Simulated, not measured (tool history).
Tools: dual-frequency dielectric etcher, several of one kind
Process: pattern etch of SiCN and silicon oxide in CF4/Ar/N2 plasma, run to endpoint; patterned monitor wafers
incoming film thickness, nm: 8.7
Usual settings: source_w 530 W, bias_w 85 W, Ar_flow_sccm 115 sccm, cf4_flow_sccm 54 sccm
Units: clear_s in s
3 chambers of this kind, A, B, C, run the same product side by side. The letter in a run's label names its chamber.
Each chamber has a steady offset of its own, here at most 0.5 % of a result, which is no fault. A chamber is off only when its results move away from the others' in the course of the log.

| run | day | source_w | bias_w | Ar_flow_sccm | cf4_flow_sccm | clear_s |
|---|---|---|---|---|---|---|
| 1B | 0.238 | 530 | 85 | 115 | 54 | 8.8459 |
| 2C | 0.738 | 530 | 85 | 115 | 54 | 8.7987 |
|  | 0.825 | chamber A: Ar flow controller replaced |
| 3A | 1.096 | 530 | 85 | 115 | 54 | 8.7026 |
| 4C | 1.425 | 530 | 85 | 115 | 54 | 8.7591 |
|  | 1.546 | chamber C: wet clean of the chamber |
| 5A | 1.65 | 530 | 85 | 115 | 54 | 8.7532 |
| 6B | 2.029 | 530 | 85 | 115 | 54 | 8.7297 |
| 7A | 2.321 | 530 | 85 | 115 | 54 | 8.7509 |
| 8B | 2.75 | 530 | 85 | 115 | 54 | 8.7637 |
| 9C | 3.112 | 530 | 85 | 115 | 54 | 8.792 |
| 10A | 3.583 | 530 | 85 | 115 | 54 | 8.7995 |
| 11C | 4.021 | 530 | 85 | 115 | 54 | 8.8028 |
| 12B | 4.275 | 530 | 85 | 115 | 54 | 8.8252 |
| 13B | 4.662 | 530 | 85 | 115 | 54 | 8.7053 |
|  | 4.971 | chamber B: wet clean of the chamber |
| 14C | 5.138 | 530 | 85 | 115 | 54 | 8.715 |
| 15A | 5.458 | 530 | 85 | 115 | 54 | 8.8017 |
| 16B | 5.9 | 530 | 85 | 115 | 54 | 9.1304 |
| 17A | 6.221 | 530 | 85 | 115 | 54 | 8.7648 |
|  | 6.508 | chamber A: bias power generator calibrated |
| 18C | 6.679 | 530 | 85 | 115 | 54 | 8.8015 |
| 19A | 7.125 | 530 | 85 | 115 | 54 | 8.7566 |
| 20C | 7.379 | 530 | 85 | 115 | 54 | 8.8073 |
|  | 7.638 | chamber B: source power generator calibrated |
| 21B | 7.742 | 530 | 85 | 105 | 61 | 8.8435 |
| 22C | 8.238 | 530 | 85 | 105 | 61 | 8.4203 |
| 23A | 8.554 | 530 | 85 | 105 | 61 | 8.4714 |

Next, every chamber runs the same settings. What will each give?
| 24A | 8.908 | 530 | 85 | 115 | 54 | ? |
| 24B | 8.908 | 530 | 85 | 115 | 54 | ? |
| 24C | 8.908 | 530 | 85 | 115 | 54 | ? |

| run | clear_s |
|---|---|
| 24A | 8.7939 |
| 24B | 9.1096 |
| 24C | 8.8186 |
